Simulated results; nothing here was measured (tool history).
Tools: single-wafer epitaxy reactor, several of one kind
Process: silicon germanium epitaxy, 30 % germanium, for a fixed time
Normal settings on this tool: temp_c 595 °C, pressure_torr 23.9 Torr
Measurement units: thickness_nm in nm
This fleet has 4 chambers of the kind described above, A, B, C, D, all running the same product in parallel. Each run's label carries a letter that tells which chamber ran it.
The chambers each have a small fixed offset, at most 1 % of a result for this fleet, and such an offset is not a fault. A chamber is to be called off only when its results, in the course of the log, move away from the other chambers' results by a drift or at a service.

run,hour,temp_c,pressure_torr,"read-back reference wafer on the same gauge, thickness_nm",thickness_nm
1C,4.5,595,23.9,49.844,57.892
2D,11.8,595,23.9,49.796,58.064
3A,18.6,595,23.9,49.800,58.186
4B,24.8,595,23.9,49.849,57.446
5D,31.8,595,23.9,49.784,57.647
6B,40.3,595,23.9,49.752,57.526
7C,46.8,595,23.9,49.735,57.752
8A,51.4,595,23.9,49.781,58.047
9D,58.4,595,23.9,49.808,58.114
10C,64.4,595,23.9,49.834,57.678
11A,70.4,595,23.9,49.802,58.095
12B,77.6,595,28.5,49.839,61.494
13C,83.8,595,28.5,49.824,61.240
14B,90.6,595,28.5,49.829,61.495
15A,95.6,595,28.5,49.800,62.356
16D,101.4,595,23.9,49.835,57.924
17A,106.3,605,19.2,49.800,64.134
18C,114.0,605,19.2,49.817,62.557
19D,121.2,605,19.2,49.790,63.878
20B,127.1,605,19.2,49.816,63.083
21D,132.7,595,23.9,49.802,58.163
22A,137.8,595,23.9,49.781,58.006
23B,142.1,607,27.9,49.805,76.440
# hour 144.2: chamber C: pyrometer calibrated
24C,150.9,607,27.9,49.767,74.912
25A,156.4,607,27.9,49.817,76.803
26C,163.4,607,27.9,49.825,74.958
27B,169.2,595,23.9,49.745,57.097
28D,177.6,595,23.9,49.839,57.968
29C,185.6,595,23.9,49.758,56.210
30B,194.6,595,23.9,49.805,57.058
31D,201.5,595,23.9,49.820,58.150

Does one chamber stand apart from the rest, does the shared gauge drift, or is all well apart from small per-chamber offsets? Give the chamber and the most likely cause, where there is one.

Little by little, chamber C moves away from the other chambers.
Most likely cause: true pressure below the setpoint (%) = 6.85.

Which of the 4 candidates below, each the usual settings with something changed and its results left as question marks, puts chamber C back in line with what the other chambers give on the usual settings?
Maximum distance from the other chambers' mean on the usual settings for a result to count as in line: thickness_nm 0.640 nm
32C-1,207.9,597,24.2,,?
32C-2,207.9,596,24.1,,?
32C-3,207.9,595,22.4,,?
32C-4,207.9,593,23.6,,?

Usual-settings mean across the other chambers: thickness_nm 57.785 nm
run,thickness_nm
32C-1,58.721
32C-2,57.569
32C-3,54.891
32C-4,54.049
32C-2 brings the chamber back in line.
